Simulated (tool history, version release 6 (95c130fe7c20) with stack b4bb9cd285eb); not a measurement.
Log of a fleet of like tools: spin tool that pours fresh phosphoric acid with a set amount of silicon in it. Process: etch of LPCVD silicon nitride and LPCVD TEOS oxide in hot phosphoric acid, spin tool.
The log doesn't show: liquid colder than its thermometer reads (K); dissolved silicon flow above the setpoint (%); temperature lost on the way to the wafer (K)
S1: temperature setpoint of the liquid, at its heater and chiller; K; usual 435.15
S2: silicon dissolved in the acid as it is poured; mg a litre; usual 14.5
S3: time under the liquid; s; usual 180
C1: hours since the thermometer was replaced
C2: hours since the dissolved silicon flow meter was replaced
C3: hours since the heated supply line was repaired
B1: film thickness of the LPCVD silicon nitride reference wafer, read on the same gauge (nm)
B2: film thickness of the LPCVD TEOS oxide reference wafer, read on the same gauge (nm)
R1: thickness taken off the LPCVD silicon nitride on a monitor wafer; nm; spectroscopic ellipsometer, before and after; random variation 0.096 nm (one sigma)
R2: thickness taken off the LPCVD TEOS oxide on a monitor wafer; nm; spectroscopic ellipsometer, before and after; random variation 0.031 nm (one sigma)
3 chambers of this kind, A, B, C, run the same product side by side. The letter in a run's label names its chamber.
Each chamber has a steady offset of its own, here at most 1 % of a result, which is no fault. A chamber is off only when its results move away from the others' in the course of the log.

run,hour,S1,S2,S3,C1,C2,C3,B1,B2,R1,R2
1C,10.2,435.15,14.5,180,690.1,172.1,2232.4,79.986,140.01,15.374,0.43105
2A,17.9,435.15,14.5,180,2621.3,284.4,430.8,80.004,139.99,15.529,0.39951
3B,25.7,435.15,14.5,180,833.3,375.4,371.9,79.988,140.01,15.3,0.42121
4C,33.5,435.15,14.5,180,713.4,195.4,2255.7,80.004,139.99,15.456,0.33857
5B,41.4,438.15,18.5,180,849,391.1,387.6,79.985,139.99,16.902,0.50709
6A,50,438.15,18.5,180,2653.4,316.5,462.9,80,140.01,17.022,0.47782
7A,56.7,438.15,18.5,180,2660.1,323.2,469.6,79.973,140.01,17.119,0.41649
8C,62.6,435.15,14.5,180,742.5,224.5,2284.8,79.955,139.99,15.274,0.41797
# hour 64: chamber B: dissolved silicon flow meter replaced
9B,68.2,435.15,14.5,180,875.8,4.2,414.4,80.015,140.01,15.442,0.35489
10C,74.2,435.15,14.5,180,754.1,236.1,2296.4,80.017,140,15.316,0.38754
11B,84,435.15,14.5,180,891.6,20,430.2,80.029,140,15.154,0.43404
12A,89.7,436.65,14.5,140,2693.1,356.2,502.6,80.017,139.97,12.625,0.33481
13B,97.2,436.65,14.5,140,904.8,33.2,443.4,80.031,140,12.472,0.34215
14C,105.7,436.65,14.5,140,785.6,267.6,2327.9,79.977,140,12.497,0.38433
15A,110.7,435.15,14.5,180,2714.1,377.2,523.6,80.024,139.98,15.43,0.42471
16C,116,435.15,14.5,180,795.9,277.9,2338.2,79.963,140,15.262,0.36825
17B,123.8,437.65,10.5,180,931.4,59.8,470,80,139.98,16.649,0.60384
18A,130.7,437.65,10.5,180,2734.1,397.2,543.6,80.005,139.99,16.798,0.48353
19A,140.1,437.65,10.5,180,2743.5,406.6,553,80.018,140.01,16.759,0.52848
20C,148.8,435.15,22.5,180,828.7,310.7,2371,79.984,139.99,15.213,0.29236
21B,157.1,435.15,22.5,180,964.7,93.1,503.3,80.016,139.99,15.277,0.325
22B,167.4,435.15,22.5,180,975,103.4,513.6,80.006,140.02,15.332,0.35416
23C,176.7,435.15,14.5,180,856.6,338.6,2398.9,80.032,140,15.21,0.42609
24A,184.7,435.15,14.5,180,2788.1,451.2,597.6,80.003,140,15.368,0.44813
25A,195,435.15,14.5,180,2798.4,461.5,607.9,79.975,140,15.37,0.37186
26C,202.2,435.15,14.5,180,882.1,364.1,2424.4,80.002,140.02,15.425,0.36798
27B,207.5,435.15,14.5,180,1015.1,143.5,553.7,79.991,140.02,15.314,0.43624

Next, every chamber runs the same settings. What will each give?
28A,214.9,435.15,14.5,180,,,,,,?,?
28B,214.9,435.15,14.5,180,,,,,,?,?
28C,214.9,435.15,14.5,180,,,,,,?,?

run,R1,R2
28A,15.306,0.4058
28B,15.354,0.45382
28C,15.221,0.42028
